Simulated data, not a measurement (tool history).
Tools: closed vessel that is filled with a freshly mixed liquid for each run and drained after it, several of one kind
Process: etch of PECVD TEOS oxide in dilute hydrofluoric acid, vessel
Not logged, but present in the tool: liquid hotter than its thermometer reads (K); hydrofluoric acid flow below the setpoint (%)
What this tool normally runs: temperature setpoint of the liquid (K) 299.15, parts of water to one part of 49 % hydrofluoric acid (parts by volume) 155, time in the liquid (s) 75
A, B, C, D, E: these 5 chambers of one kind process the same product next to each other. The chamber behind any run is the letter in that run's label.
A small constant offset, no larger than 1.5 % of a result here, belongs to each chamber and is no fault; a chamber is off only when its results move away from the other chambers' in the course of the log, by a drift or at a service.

run	day	temperature setpoint of the liquid (K)	parts of water to one part of 49 % hydrofluoric acid (parts by volume)	time in the liquid (s)	hours since the thermometer was replaced	hours since the hydrofluoric acid flow meter was replaced	read-back film thickness of the PECVD TEOS oxide reference wafer, read on the same gauge (nm)	thickness taken off the PECVD TEOS oxide on a monitor wafer (Å)
1A	0.2	299.15	155	75	1004.4	302.5	50.015	59.069
2C	0.567	299.15	155	75	73.5	59.2	50.005	58.447
3E	0.929	299.15	155	75	336.6	1297.5	49.969	59.522
4D	1.175	299.15	155	75	653.5	794.7	50.025	58.107
5B	1.367	299.15	105	40	285.8	74.2	50.017	48.971
6C	1.6	299.15	105	40	98.3	84	50.002	48.897
7D	1.867	299.15	105	40	670.1	811.3	49.982	49.132
8B	2.062	299.15	105	40	302.5	90.9	50.017	48.493
9E	2.421	299.15	105	40	372.4	1333.3	50.004	49.632
10A	2.621	299.15	155	75	1062.5	360.6	49.99	58.196
11A	3.025	299.15	155	75	1072.2	370.3	49.998	58.241
12D	3.283	299.15	155	75	704.1	845.3	50.004	57.989
13C	3.696	300.65	155	100	148.6	134.3	49.984	82.774
14E	4.083	300.65	155	100	412.3	1373.2	50.009	82.785
15B	4.471	300.65	155	100	360.3	148.7	49.991	83.048
16A	4.662	300.65	155	100	1111.5	409.6	50.01	81.799
17E	4.983	300.65	155	100	433.9	1394.8	50.039	81.243
18B	5.375	299.15	155	75	382	170.4	50.02	59.201
19C	5.775	299.15	155	75	198.5	184.2	49.98	58.16
20D	6.1	299.15	155	75	771.7	912.9	50.022	58.314
21B	6.433	299.15	155	75	407.4	195.8	49.973	59.003
22E	6.758	299.15	155	75	476.5	1437.4	49.998	57.456
23C	7.146	299.15	155	75	231.4	217.1	49.971	58.959
24A	7.396	299.15	155	75	1177.1	475.2	49.99	58.445
25D	7.721	299.15	190	75	810.6	951.8	49.992	45.168
26C	8.117	299.15	190	75	254.7	240.4	49.983	46.051
27E	8.462	299.15	190	75	517.4	1478.3	49.979	44.073
28A	8.704	299.15	190	75	1208.5	506.6	50.021	45.755
29D	8.992	299.15	190	75	841.1	982.3	50.006	45.958
30B	9.188	299.15	155	75	473.5	261.9	50.002	58.25
31A	9.433	299.15	155	75	1226	524.1	49.991	57.664
32E	9.775	295.15	155	55	548.9	1509.8	49.967	35.245
33C	10.188	295.15	155	55	304.4	290.1	49.995	36.887
34B	10.392	295.15	155	55	502.4	290.8	49.976	36.903
35D	10.717	295.15	155	55	882.5	1023.7	49.993	36.95
36C	10.929	295.15	155	55	322.2	307.9	50.028	37.075
37A	11.279	299.15	155	60	1270.3	568.4	50.004	46.093
# day 11.375: chamber B: thermometer replaced
38B	11.517	299.15	155	60	3.4	317.8	50.025	46.828
39E	11.929	299.15	155	60	600.6	1561.5	49.976	43.701
40D	12.333	299.15	155	60	921.3	1062.5	50.004	46.469
41B	12.538	299.15	155	60	27.9	342.3	50	46.798
42D	12.896	299.15	155	75	934.8	1076	49.994	58.559
43E	13.312	299.15	155	75	633.8	1594.7	50.014	54.182
44C	13.504	303.65	225	75	384	369.7	50.008	44.032

All 5 chambers run these settings next. Forecast each chamber's results:
45A	13.808	299.15	155	75				?
45B	13.808	299.15	155	75				?
45C	13.808	299.15	155	75				?
45D	13.808	299.15	155	75				?
45E	13.808	299.15	155	75				?

run	thickness taken off the PECVD TEOS oxide on a monitor wafer (Å)
45A	58.744
45B	58.705
45C	58.473
45D	57.972
45E	54.389
